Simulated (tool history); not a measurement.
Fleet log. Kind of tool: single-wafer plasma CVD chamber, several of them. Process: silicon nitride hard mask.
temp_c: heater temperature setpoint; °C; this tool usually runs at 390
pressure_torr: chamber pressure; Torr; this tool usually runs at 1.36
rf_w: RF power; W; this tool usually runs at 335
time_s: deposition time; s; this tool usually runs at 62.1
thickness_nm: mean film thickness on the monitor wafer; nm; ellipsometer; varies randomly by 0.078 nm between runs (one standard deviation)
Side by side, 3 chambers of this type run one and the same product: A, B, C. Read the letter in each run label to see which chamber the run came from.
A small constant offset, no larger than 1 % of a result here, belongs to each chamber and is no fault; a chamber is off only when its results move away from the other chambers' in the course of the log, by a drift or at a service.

run	hour	temp_c	pressure_torr	rf_w	time_s	hours since the last thermocouple change	hours since the last RF generator calibration	hours since the last manometer calibration	read-back reference wafer on the same gauge, thickness_nm	thickness_nm
1A	2.7	390	1.36	335	62.1	1420.5	916.2	377.4	79.395	74.073
2C	7.2	390	1.36	335	62.1	833.1	1772.4	1930.6	79.381	73.645
3B	12.1	390	1.36	335	62.1	850.0	617.1	1097.3	79.363	73.339
4B	15.4	390	1.36	335	62.1	853.3	620.4	1100.6	79.368	73.156
5A	17.8	390	1.36	335	62.1	1435.6	931.3	392.5	79.355	74.090
6C	22.5	390	1.11	335	62.1	848.4	1787.7	1945.9	79.359	69.195
7B	24.9	390	1.11	335	62.1	862.8	629.9	1110.1	79.325	68.748
8C	27.9	390	1.11	335	62.1	853.8	1793.1	1951.3	79.323	69.025
9A	30.9	390	1.36	335	62.1	1448.7	944.4	405.6	79.306	74.085
10A	35.6	390	1.36	335	62.1	1453.4	949.1	410.3	79.303	74.018
11B	40.2	390	1.36	335	62.1	878.1	645.2	1125.4	79.289	73.281
12C	44.2	390	1.36	335	62.1	870.1	1809.4	1967.6	79.269	73.541
13C	47.8	390	1.36	335	62.1	873.7	1813.0	1971.2	79.249	73.603
14A	51.3	390	1.36	335	62.1	1469.1	964.8	426.0	79.264	73.982
15B	53.7	390	1.36	335	62.1	891.6	658.7	1138.9	79.261	73.180
16C	56.0	390	1.36	335	62.1	881.9	1821.2	1979.4	79.245	73.410
17A	58.4	390	1.36	335	62.1	1476.2	971.9	433.1	79.241	74.040
18B	62.3	377	1.36	335	62.1	900.2	667.3	1147.5	79.236	73.711
# hour 64.7: chamber C: RF generator calibrated
19C	67.1	377	1.36	335	62.1	893.0	2.5	1990.5	79.222	73.816
20A	72.0	377	1.36	335	62.1	1489.8	985.5	446.7	79.203	74.309
21B	76.4	390	1.36	335	62.1	914.3	681.4	1161.6	79.181	73.258
22B	79.0	390	1.36	335	53.5	916.9	684.0	1164.2	79.185	63.051
23C	83.6	390	1.36	335	53.5	909.5	19.0	2007.0	79.176	63.281
24A	88.6	390	1.36	335	53.5	1506.4	1002.1	463.3	79.156	63.633
25B	93.3	390	1.36	335	62.1	931.2	698.3	1178.5	79.125	73.070
26A	97.9	390	1.36	335	62.1	1515.7	1011.4	472.6	79.124	73.839
27C	102.6	390	1.36	335	62.1	928.5	38.0	2026.0	79.109	73.479
28C	105.8	390	1.36	335	62.1	931.7	41.2	2029.2	79.114	73.450
29A	108.7	390	1.36	335	62.1	1526.5	1022.2	483.4	79.089	73.906
30B	112.3	390	1.36	335	62.1	950.2	717.3	1197.5	79.088	73.167
31B	116.7	390	1.36	335	62.1	954.6	721.7	1201.9	79.083	73.117
32A	119.2	390	1.36	335	62.1	1537.0	1032.7	493.9	79.063	73.738
33C	122.2	390	1.36	335	62.1	948.1	57.6	2045.6	79.029	73.300

The same settings go to every chamber for the next run, one line per chamber below. Forecast the results for each:
34A	126.0	390	1.36	335	62.1					?
34B	126.0	390	1.36	335	62.1					?
34C	126.0	390	1.36	335	62.1					?

run	thickness_nm
34A	73.922
34B	73.154
34C	73.123

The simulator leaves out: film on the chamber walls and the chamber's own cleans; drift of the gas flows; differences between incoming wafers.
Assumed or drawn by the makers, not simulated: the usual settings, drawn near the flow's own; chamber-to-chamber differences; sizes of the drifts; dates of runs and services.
